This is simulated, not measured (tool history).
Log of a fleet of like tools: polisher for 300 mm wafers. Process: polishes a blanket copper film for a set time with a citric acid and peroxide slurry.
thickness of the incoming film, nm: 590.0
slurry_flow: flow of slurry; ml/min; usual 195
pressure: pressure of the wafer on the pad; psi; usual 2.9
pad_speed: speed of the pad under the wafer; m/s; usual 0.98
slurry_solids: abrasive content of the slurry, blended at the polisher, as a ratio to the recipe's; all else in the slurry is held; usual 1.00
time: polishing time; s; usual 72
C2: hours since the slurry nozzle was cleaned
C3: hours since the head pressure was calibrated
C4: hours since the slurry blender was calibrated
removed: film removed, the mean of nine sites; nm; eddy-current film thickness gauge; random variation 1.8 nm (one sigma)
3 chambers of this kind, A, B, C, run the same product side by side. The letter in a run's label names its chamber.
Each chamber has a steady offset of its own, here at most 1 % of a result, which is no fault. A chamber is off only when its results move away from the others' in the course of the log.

Run 1B, day 0.142: usual settings; wafers polished on this pad 693; C2 436.8; C3 66.1; C4 20.8. Result: removed 146.35 nm.
At day 0.146: chamber C: worn pad replaced by a new one.
At day 0.150: chamber A: worn pad replaced by a new one.
Run 2C, day 0.271: usual settings; wafers polished on this pad 23; C2 322.1; C3 23.9; C4 42.2. Result: removed 143.89 nm.
Run 3A, day 0.412: usual settings; wafers polished on this pad 48; C2 513.5; C3 403.7; C4 191.3. Result: removed 146.93 nm.
Run 4C, day 0.529: usual settings; wafers polished on this pad 70; C2 328.3; C3 30.1; C4 48.4. Result: removed 145.61 nm.
Run 5A, day 0.742: usual settings; wafers polished on this pad 108; C2 521.4; C3 411.6; C4 199.2. Result: removed 147.03 nm.
At day 0.825: chamber B: worn pad replaced by a new one.
Run 6B, day 0.871: usual settings; wafers polished on this pad 9; C2 454.3; C3 83.6; C4 38.3. Result: removed 148.67 nm.
Run 7C, day 1.071: usual settings; wafers polished on this pad 169; C2 341.3; C3 43.1; C4 61.4. Result: removed 148.77 nm.
At day 1.183: chamber C: slurry nozzle cleaned.
Run 8B, day 1.275: usual settings; wafers polished on this pad 83; C2 464.0; C3 93.3; C4 48.0. Result: removed 147.29 nm.
Run 9A, day 1.479: usual settings; wafers polished on this pad 243; C2 539.1; C3 429.3; C4 216.9. Result: removed 144.78 nm.
Run 10C, day 1.646: usual settings; wafers polished on this pad 274; C2 11.2; C3 56.9; C4 75.2. Result: removed 146.29 nm.
At day 1.812: chamber A: slurry blender recalibrated.
Run 11B, day 1.812: usual settings but pressure 2.2 psi, time 96 s; wafers polished on this pad 181; C2 476.9; C3 106.2; C4 60.9. Result: removed 146.00 nm.
Run 12A, day 1.967: usual settings but pressure 2.2 psi, time 96 s; wafers polished on this pad 332; C2 550.8; C3 441.0; C4 3.8. Result: removed 149.79 nm.
Run 13A, day 2.196: usual settings but pressure 2.2 psi, time 96 s; wafers polished on this pad 374; C2 556.3; C3 446.5; C4 9.3. Result: removed 149.06 nm.
Run 14B, day 2.325: usual settings; wafers polished on this pad 275; C2 489.2; C3 118.5; C4 73.2. Result: removed 145.83 nm.
Run 15C, day 2.462: usual settings; wafers polished on this pad 424; C2 30.8; C3 76.5; C4 94.8. Result: removed 146.25 nm.
Run 16A, day 2.604: usual settings but slurry_flow 230 ml/min, slurry_solids 1.25; wafers polished on this pad 449; C2 566.1; C3 456.3; C4 19.1. Result: removed 156.71 nm.
At day 2.650: chamber C: worn pad replaced by a new one.
Run 17B, day 2.808: usual settings but slurry_flow 230 ml/min, slurry_solids 1.25; wafers polished on this pad 363; C2 500.8; C3 130.1; C4 84.8. Result: removed 157.21 nm.
Run 18C, day 3.046: usual settings but slurry_flow 230 ml/min, slurry_solids 1.25; wafers polished on this pad 72; C2 44.8; C3 90.5; C4 108.8. Result: removed 156.76 nm.
Run 19B, day 3.167: usual settings; wafers polished on this pad 429; C2 509.4; C3 138.7; C4 93.4. Result: removed 148.09 nm.
Run 20A, day 3.300: usual settings; wafers polished on this pad 576; C2 582.8; C3 473.0; C4 35.8. Result: removed 140.67 nm.
Run 21C, day 3.417: usual settings; wafers polished on this pad 140; C2 53.7; C3 99.4; C4 117.7. Result: removed 145.24 nm.
Run 22A, day 3.579: usual settings; wafers polished on this pad 627; C2 589.5; C3 479.7; C4 42.5. Result: removed 144.26 nm.
Run 23C, day 3.704: usual settings; wafers polished on this pad 193; C2 60.6; C3 106.3; C4 124.6. Result: removed 149.51 nm.
Run 24B, day 3.850: usual settings; wafers polished on this pad 554; C2 525.8; C3 155.1; C4 109.8. Result: removed 146.95 nm.
Run 25C, day 4.054: usual settings; wafers polished on this pad 257; C2 69.0; C3 114.7; C4 133.0. Result: removed 145.50 nm.
Run 26A, day 4.267: usual settings; wafers polished on this pad 753; C2 606.0; C3 496.2; C4 59.0. Result: removed 145.14 nm.
At day 4.438: chamber B: worn pad replaced by a new one.
Run 27B, day 4.512: usual settings; wafers polished on this pad 14; C2 541.7; C3 171.0; C4 125.7. Result: removed 147.86 nm.
Run 28A, day 4.733: usual settings; wafers polished on this pad 839; C2 617.2; C3 507.4; C4 70.2. Result: removed 148.23 nm.
Run 29B, day 4.896: usual settings; wafers polished on this pad 84; C2 550.9; C3 180.2; C4 134.9. Result: removed 144.20 nm.
Run 30C, day 5.050: usual settings; wafers polished on this pad 439; C2 92.9; C3 138.6; C4 156.9. Result: removed 149.75 nm.
Run 31B, day 5.221: usual settings; wafers polished on this pad 143; C2 558.7; C3 188.0; C4 142.7. Result: removed 148.08 nm.
Run 32C, day 5.333: usual settings but slurry_solids 0.80, time 58 s; wafers polished on this pad 491; C2 99.7; C3 145.4; C4 163.7. Result: removed 116.09 nm.
Run 33A, day 5.575: usual settings but slurry_solids 0.80, time 58 s; wafers polished on this pad 993; C2 637.4; C3 527.6; C4 90.4. Result: removed 112.05 nm.
Run 34B, day 5.738: usual settings but slurry_solids 0.80, time 58 s; wafers polished on this pad 238; C2 571.1; C3 200.4; C4 155.1. Result: removed 113.42 nm.
At day 5.833: chamber A: worn pad replaced by a new one.
Run 35A, day 5.904: usual settings but slurry_flow 145 ml/min; wafers polished on this pad 13; C2 645.3; C3 535.5; C4 98.3. Result: removed 139.71 nm.

What goes on in this fleet: one chamber off, a drifting gauge, or nothing beyond the chambers' own small offsets? Name the chamber and the cause, if any.

No chamber stands off beyond its own small offset, and the gauge holds steady.

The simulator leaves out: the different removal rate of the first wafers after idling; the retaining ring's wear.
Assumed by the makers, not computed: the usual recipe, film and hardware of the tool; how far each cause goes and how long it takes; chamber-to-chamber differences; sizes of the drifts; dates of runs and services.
